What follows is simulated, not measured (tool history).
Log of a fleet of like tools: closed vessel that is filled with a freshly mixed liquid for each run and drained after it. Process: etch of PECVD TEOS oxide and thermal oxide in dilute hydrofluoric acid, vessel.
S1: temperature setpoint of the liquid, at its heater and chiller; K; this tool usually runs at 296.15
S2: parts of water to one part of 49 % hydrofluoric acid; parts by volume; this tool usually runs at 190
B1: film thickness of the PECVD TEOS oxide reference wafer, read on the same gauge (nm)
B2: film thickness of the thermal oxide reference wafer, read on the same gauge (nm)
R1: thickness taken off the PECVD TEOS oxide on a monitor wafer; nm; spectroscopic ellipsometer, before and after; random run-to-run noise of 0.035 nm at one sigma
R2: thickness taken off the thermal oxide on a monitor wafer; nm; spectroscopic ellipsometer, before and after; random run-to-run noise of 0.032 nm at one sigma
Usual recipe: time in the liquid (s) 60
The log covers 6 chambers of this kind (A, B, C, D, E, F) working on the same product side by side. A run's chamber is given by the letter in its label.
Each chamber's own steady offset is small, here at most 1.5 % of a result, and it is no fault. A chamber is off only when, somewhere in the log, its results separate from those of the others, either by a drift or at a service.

{"run": "1F", "hour": 4.2, "S1": 296.15, "S2": 190, "time in the liquid (s)": 60, "B1": 30.041, "B2": 89.966, "R1": 6.9769, "R2": 1.2611}
{"run": "2B", "hour": 8.0, "S1": 296.15, "S2": 190, "time in the liquid (s)": 60, "B1": 30.016, "B2": 90.026, "R1": 6.8639, "R2": 1.2904}
{"run": "3E", "hour": 14.3, "S1": 296.15, "S2": 190, "time in the liquid (s)": 60, "B1": 29.991, "B2": 90.026, "R1": 7.0087, "R2": 1.2432}
{"run": "4D", "hour": 18.5, "S1": 296.15, "S2": 190, "time in the liquid (s)": 60, "B1": 29.993, "B2": 89.981, "R1": 6.8928, "R2": 1.2947}
{"run": "5A", "hour": 24.9, "S1": 296.15, "S2": 190, "time in the liquid (s)": 60, "B1": 29.98, "B2": 90.04, "R1": 6.9683, "R2": 1.2235}
{"run": "6C", "hour": 30.9, "S1": 296.15, "S2": 190, "time in the liquid (s)": 60, "B1": 30.007, "B2": 90.042, "R1": 6.8891, "R2": 1.2341}
{"run": "7C", "hour": 35.2, "S1": 296.15, "S2": 190, "time in the liquid (s)": 60, "B1": 29.966, "B2": 90.029, "R1": 6.9101, "R2": 1.264}
{"run": "8B", "hour": 42.8, "S1": 294.15, "S2": 100, "time in the liquid (s)": 60, "B1": 30.012, "B2": 89.958, "R1": 13.16, "R2": 2.3486}
{"run": "9A", "hour": 48.2, "S1": 294.15, "S2": 100, "time in the liquid (s)": 60, "B1": 30.03, "B2": 89.967, "R1": 13.478, "R2": 2.4537}
{"run": "10D", "hour": 53.3, "S1": 294.15, "S2": 100, "time in the liquid (s)": 60, "B1": 29.979, "B2": 89.939, "R1": 13.548, "R2": 2.4147}
{"run": "11F", "hour": 58.4, "S1": 294.15, "S2": 100, "time in the liquid (s)": 60, "B1": 30.004, "B2": 90.03, "R1": 13.633, "R2": 2.4727}
{"run": "12E", "hour": 63.8, "S1": 294.15, "S2": 100, "time in the liquid (s)": 60, "B1": 29.996, "B2": 90.012, "R1": 13.822, "R2": 2.4822}
{"run": "13B", "hour": 67.7, "S1": 294.15, "S2": 100, "time in the liquid (s)": 60, "B1": 30.029, "B2": 90.015, "R1": 13.068, "R2": 2.513}
{"run": "14A", "hour": 74.2, "S1": 296.15, "S2": 190, "time in the liquid (s)": 60, "B1": 30.019, "B2": 90.001, "R1": 6.9766, "R2": 1.315}
{"run": "15C", "hour": 80.6, "S1": 296.15, "S2": 190, "time in the liquid (s)": 60, "B1": 30.012, "B2": 90.018, "R1": 6.9345, "R2": 1.2698}
{"run": "16D", "hour": 87.8, "S1": 296.15, "S2": 190, "time in the liquid (s)": 60, "B1": 29.977, "B2": 90.014, "R1": 6.8701, "R2": 1.2714}
{"run": "17E", "hour": 95.2, "S1": 291.15, "S2": 190, "time in the liquid (s)": 60, "B1": 30.012, "B2": 90.007, "R1": 5.8043, "R2": 1.0067}
{"run": "18F", "hour": 99.8, "S1": 291.15, "S2": 190, "time in the liquid (s)": 60, "B1": 30.005, "B2": 89.996, "R1": 5.6724, "R2": 1.0583}
{"run": "19A", "hour": 105.5, "S1": 291.15, "S2": 190, "time in the liquid (s)": 60, "B1": 29.976, "B2": 90.015, "R1": 5.7508, "R2": 1.0508}
{"hour": 109.8, "done": "chamber A: thermometer replaced"}
{"run": "20F", "hour": 111.3, "S1": 291.15, "S2": 190, "time in the liquid (s)": 60, "B1": 30.051, "B2": 90.018, "R1": 5.7037, "R2": 1.0467}
{"run": "21D", "hour": 115.4, "S1": 291.15, "S2": 190, "time in the liquid (s)": 60, "B1": 30.037, "B2": 89.955, "R1": 5.6889, "R2": 1.0143}
{"run": "22C", "hour": 121.4, "S1": 291.15, "S2": 190, "time in the liquid (s)": 60, "B1": 29.983, "B2": 90.021, "R1": 5.6936, "R2": 1.0037}
{"run": "23E", "hour": 125.0, "S1": 293.15, "S2": 270, "time in the liquid (s)": 60, "B1": 30.035, "B2": 89.926, "R1": 4.0306, "R2": 0.71174}
{"run": "24B", "hour": 131.7, "S1": 293.15, "S2": 270, "time in the liquid (s)": 60, "B1": 30.017, "B2": 90.009, "R1": 4.0301, "R2": 0.73351}
{"run": "25B", "hour": 137.0, "S1": 293.15, "S2": 270, "time in the liquid (s)": 60, "B1": 29.983, "B2": 89.985, "R1": 4.0373, "R2": 0.74971}
{"run": "26A", "hour": 140.6, "S1": 293.15, "S2": 270, "time in the liquid (s)": 60, "B1": 29.998, "B2": 89.966, "R1": 4.0055, "R2": 0.7404}
{"run": "27F", "hour": 147.0, "S1": 293.15, "S2": 270, "time in the liquid (s)": 60, "B1": 29.991, "B2": 90.032, "R1": 4.0587, "R2": 0.74079}
{"run": "28D", "hour": 150.8, "S1": 293.15, "S2": 270, "time in the liquid (s)": 60, "B1": 30.022, "B2": 90.003, "R1": 3.9802, "R2": 0.79154}
{"run": "29E", "hour": 156.9, "S1": 296.15, "S2": 190, "time in the liquid (s)": 60, "B1": 29.983, "B2": 89.972, "R1": 6.9566, "R2": 1.2397}
{"run": "30C", "hour": 163.6, "S1": 296.15, "S2": 190, "time in the liquid (s)": 60, "B1": 30.041, "B2": 90.028, "R1": 6.8538, "R2": 1.3307}
{"run": "31A", "hour": 170.9, "S1": 296.15, "S2": 190, "time in the liquid (s)": 60, "B1": 30.007, "B2": 89.995, "R1": 6.9866, "R2": 1.2806}
{"run": "32B", "hour": 176.9, "S1": 296.15, "S2": 150, "time in the liquid (s)": 60, "B1": 30.019, "B2": 89.978, "R1": 9.062, "R2": 1.692}
{"run": "33C", "hour": 182.6, "S1": 296.15, "S2": 150, "time in the liquid (s)": 60, "B1": 30.022, "B2": 89.995, "R1": 9.1514, "R2": 1.7385}
{"run": "34D", "hour": 185.9, "S1": 296.15, "S2": 150, "time in the liquid (s)": 60, "B1": 29.982, "B2": 89.977, "R1": 9.177, "R2": 1.6475}
{"run": "35E", "hour": 191.9, "S1": 296.15, "S2": 150, "time in the liquid (s)": 60, "B1": 30.031, "B2": 90.021, "R1": 9.3417, "R2": 1.6676}
{"run": "36F", "hour": 195.9, "S1": 296.15, "S2": 150, "time in the liquid (s)": 60, "B1": 30.004, "B2": 90.041, "R1": 9.2314, "R2": 1.6245}
{"run": "37A", "hour": 202.0, "S1": 296.15, "S2": 150, "time in the liquid (s)": 60, "B1": 29.997, "B2": 90.036, "R1": 9.2173, "R2": 1.5909}
{"run": "38E", "hour": 209.2, "S1": 296.15, "S2": 190, "time in the liquid (s)": 60, "B1": 30.002, "B2": 90.03, "R1": 6.9913, "R2": 1.2948}

Predict what each chamber gives when all 6 of them run the settings below next.
{"run": "39A", "hour": 214.6, "S1": 296.15, "S2": 190, "time in the liquid (s)": 60, "R1": "?", "R2": "?"}
{"run": "39B", "hour": 214.6, "S1": 296.15, "S2": 190, "time in the liquid (s)": 60, "R1": "?", "R2": "?"}
{"run": "39C", "hour": 214.6, "S1": 296.15, "S2": 190, "time in the liquid (s)": 60, "R1": "?", "R2": "?"}
{"run": "39D", "hour": 214.6, "S1": 296.15, "S2": 190, "time in the liquid (s)": 60, "R1": "?", "R2": "?"}
{"run": "39E", "hour": 214.6, "S1": 296.15, "S2": 190, "time in the liquid (s)": 60, "R1": "?", "R2": "?"}
{"run": "39F", "hour": 214.6, "S1": 296.15, "S2": 190, "time in the liquid (s)": 60, "R1": "?", "R2": "?"}

run=39A R1=6.9198 R2=1.2637
run=39B R1=6.8581 R2=1.1967
run=39C R1=6.864 R2=1.3326
run=39D R1=6.9721 R2=1.2898
run=39E R1=7.0523 R2=1.2704
run=39F R1=6.9564 R2=1.241
